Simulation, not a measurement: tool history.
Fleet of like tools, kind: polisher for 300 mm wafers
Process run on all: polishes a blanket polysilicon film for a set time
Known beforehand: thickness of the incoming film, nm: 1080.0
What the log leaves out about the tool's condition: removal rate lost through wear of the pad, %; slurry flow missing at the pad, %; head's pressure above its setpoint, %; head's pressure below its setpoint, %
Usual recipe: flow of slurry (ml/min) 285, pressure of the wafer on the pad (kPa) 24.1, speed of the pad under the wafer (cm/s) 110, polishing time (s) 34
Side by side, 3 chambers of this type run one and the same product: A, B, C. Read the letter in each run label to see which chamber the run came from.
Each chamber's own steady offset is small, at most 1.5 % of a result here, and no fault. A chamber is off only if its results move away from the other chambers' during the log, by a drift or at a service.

| run | day | flow of slurry (ml/min) | pressure of the wafer on the pad (kPa) | speed of the pad under the wafer (cm/s) | polishing time (s) | wafers polished on this pad | hours since the slurry nozzle was cleaned | hours since the head pressure was calibrated | film removed (angstrom) |
|---|---|---|---|---|---|---|---|---|---|
| 1C | 0.267 | 285 | 24.1 | 110 | 34 | 575 | 361.4 | 395.7 | 3738 |
| 2B | 0.592 | 285 | 24.1 | 110 | 34 | 1149 | 180.4 | 165.7 | 3749.2 |
|  | 0.775 | chamber C: worn pad replaced by a new one |
| 3A | 1.038 | 285 | 24.1 | 110 | 34 | 913 | 180.1 | 213.9 | 3759.9 |
|  | 1.133 | chamber A: worn pad replaced by a new one |
|  | 1.296 | chamber B: worn pad replaced by a new one |
| 4C | 1.412 | 285 | 24.1 | 110 | 34 | 150 | 388.9 | 423.2 | 3745.8 |
| 5B | 1.938 | 285 | 24.1 | 110 | 34 | 151 | 212.7 | 198 | 3751.7 |
| 6A | 2.512 | 285 | 24.1 | 110 | 34 | 325 | 215.5 | 249.3 | 3765.4 |
| 7B | 2.983 | 285 | 24.1 | 110 | 34 | 398 | 237.8 | 223.1 | 3786 |
| 8C | 3.296 | 285 | 24.1 | 110 | 34 | 594 | 434.1 | 468.4 | 3733.8 |
|  | 3.583 | chamber C: worn pad replaced by a new one |
| 9A | 3.867 | 285 | 24.1 | 110 | 34 | 645 | 248 | 281.8 | 3739.2 |
| 10C | 4.417 | 285 | 24.1 | 76 | 34 | 196 | 461 | 495.3 | 2576.4 |
|  | 4.642 | chamber A: worn pad replaced by a new one |
| 11A | 4.862 | 285 | 24.1 | 76 | 34 | 52 | 271.9 | 305.7 | 2597 |
| 12B | 5.433 | 285 | 24.1 | 76 | 34 | 975 | 296.6 | 281.9 | 2570.9 |
| 13A | 5.729 | 285 | 24.1 | 110 | 34 | 256 | 292.7 | 326.5 | 3787.7 |
| 14B | 6.05 | 285 | 17.9 | 110 | 44 | 1121 | 311.4 | 296.7 | 3565.6 |
|  | 6.092 | chamber C: worn pad replaced by a new one |
| 15C | 6.342 | 285 | 17.9 | 110 | 44 | 59 | 507.2 | 541.5 | 3508.3 |
|  | 6.517 | chamber B: worn pad replaced by a new one |
| 16C | 6.796 | 285 | 17.9 | 110 | 44 | 166 | 518.1 | 552.4 | 3522.1 |
| 17A | 7.079 | 285 | 24.1 | 110 | 34 | 575 | 325.1 | 358.9 | 3773.6 |
| 18B | 7.4 | 285 | 24.1 | 110 | 34 | 208 | 343.8 | 329.1 | 3740.7 |
|  | 7.667 | chamber A: slurry nozzle cleaned |
|  | 7.758 | chamber A: worn pad replaced by a new one |
| 19C | 7.792 | 285 | 24.1 | 110 | 34 | 401 | 542 | 576.3 | 3714.3 |
| 20A | 8.229 | 285 | 24.1 | 110 | 34 | 111 | 13.5 | 386.5 | 3778.4 |
| 21B | 8.625 | 285 | 24.1 | 110 | 34 | 497 | 373.2 | 358.5 | 3731.5 |
|  | 8.925 | chamber C: worn pad replaced by a new one |
| 22B | 9.017 | 285 | 24.1 | 110 | 34 | 589 | 382.6 | 367.9 | 3759.8 |
| 23C | 9.55 | 285 | 24.1 | 110 | 34 | 147 | 584.2 | 618.5 | 3600.7 |
| 24A | 10 | 285 | 24.1 | 110 | 34 | 529 | 56 | 429 | 3807 |
| 25B | 10.517 | 285 | 24.1 | 110 | 34 | 943 | 418.6 | 403.9 | 3766.1 |
| 26C | 10.842 | 285 | 24.1 | 110 | 34 | 451 | 615.2 | 649.5 | 3607.3 |
|  | 10.896 | chamber B: slurry nozzle cleaned |
| 27A | 11.375 | 285 | 24.1 | 110 | 34 | 853 | 89 | 462 | 3808.8 |
|  | 11.508 | chamber B: worn pad replaced by a new one |
|  | 11.525 | chamber C: worn pad replaced by a new one |
|  | 11.562 | chamber A: worn pad replaced by a new one |
| 28C | 11.904 | 285 | 24.1 | 110 | 34 | 90 | 640.7 | 675 | 3620.1 |
| 29B | 12.179 | 285 | 24.1 | 110 | 34 | 158 | 30.9 | 443.8 | 3747.8 |
| 30A | 12.488 | 285 | 24.1 | 110 | 34 | 218 | 115.7 | 488.7 | 3747 |
| 31B | 13.058 | 345 | 24.1 | 110 | 26 | 366 | 52 | 464.9 | 2888.5 |
|  | 13.225 | chamber A: head pressure recalibrated |
| 32C | 13.546 | 345 | 24.1 | 110 | 26 | 477 | 680.1 | 714.4 | 2829.8 |
| 33A | 14.117 | 345 | 24.1 | 110 | 26 | 602 | 154.8 | 21.5 | 2916.9 |

Next, every chamber runs the same settings. What will each give?
| 34A | 14.546 | 285 | 24.1 | 124 | 34 |  |  |  | ? |
| 34B | 14.546 | 285 | 24.1 | 124 | 34 |  |  |  | ? |
| 34C | 14.546 | 285 | 24.1 | 124 | 34 |  |  |  | ? |

| run | film removed (angstrom) |
|---|---|
| 34A | 4300.4 |
| 34B | 4283.5 |
| 34C | 4001.3 |
